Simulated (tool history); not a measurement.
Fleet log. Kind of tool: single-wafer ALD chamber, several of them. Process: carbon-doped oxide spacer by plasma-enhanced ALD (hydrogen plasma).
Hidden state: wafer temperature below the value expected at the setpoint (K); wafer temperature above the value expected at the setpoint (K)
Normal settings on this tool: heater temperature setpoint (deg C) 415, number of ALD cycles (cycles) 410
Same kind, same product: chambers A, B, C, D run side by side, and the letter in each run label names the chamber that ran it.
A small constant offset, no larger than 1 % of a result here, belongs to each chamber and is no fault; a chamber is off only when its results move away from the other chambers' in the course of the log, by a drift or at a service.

run	hour	heater temperature setpoint (deg C)	number of ALD cycles (cycles)	hours since the last thermocouple change	read-back reference wafer on the same gauge, thickness_nm	mean film thickness on the monitor wafer (nm)
1D	4.5	415	410	8.8	16.995	19.484
2A	9.5	415	410	2962.1	16.999	19.749
3C	13.1	415	410	757.1	16.984	19.671
4B	17.5	415	410	819.5	16.982	19.777
5B	22.7	415	410	824.7	17.004	19.703
6C	26.4	415	410	770.4	16.999	19.475
7D	29.1	415	410	33.4	17.003	19.450
8A	34.2	415	410	2986.8	17.003	19.720
9A	38.4	415	410	2991.0	17.001	19.738
10B	41.5	415	410	843.5	17.011	19.674
11D	45.7	415	410	50.0	16.988	19.308
12C	48.6	415	410	792.6	16.981	19.480
13A	51.0	415	410	3003.6	17.016	19.678
14C	54.9	415	410	798.9	17.017	19.787
15B	60.1	415	410	862.1	16.996	19.571
16D	65.3	408	410	69.6	17.009	20.023
17B	69.3	408	410	871.3	16.992	20.114
18A	72.4	408	410	3025.0	16.996	20.248
19C	76.2	408	410	820.2	16.996	20.110
20D	78.6	415	410	82.9	16.990	19.554
21B	83.9	415	410	885.9	16.996	19.591
22C	88.1	415	410	832.1	17.004	19.576
23A	92.1	415	410	3044.7	16.986	19.675
24D	96.8	423	333	101.1	17.010	15.598
25D	100.3	423	333	104.6	16.976	15.420
26C	103.8	423	333	847.8	16.998	15.694
27B	106.8	423	333	908.8	17.002	15.503
28A	112.0	415	410	3064.6	17.007	19.815
29C	114.4	415	410	858.4	17.027	19.558
30B	119.5	415	410	921.5	17.008	19.741
31A	122.8	404	410	3075.4	17.018	20.384
32D	127.9	404	410	132.2	17.032	20.173
33B	130.8	404	410	932.8	17.003	20.255
34A	134.6	404	410	3087.2	17.007	20.309

All 4 chambers run these settings next. Forecast each chamber's results:
35A	138.4	415	410			?
35B	138.4	415	410			?
35C	138.4	415	410			?
35D	138.4	415	410			?

run	mean film thickness on the monitor wafer (nm)
35A	19.905
35B	19.713
35C	19.609
35D	19.435
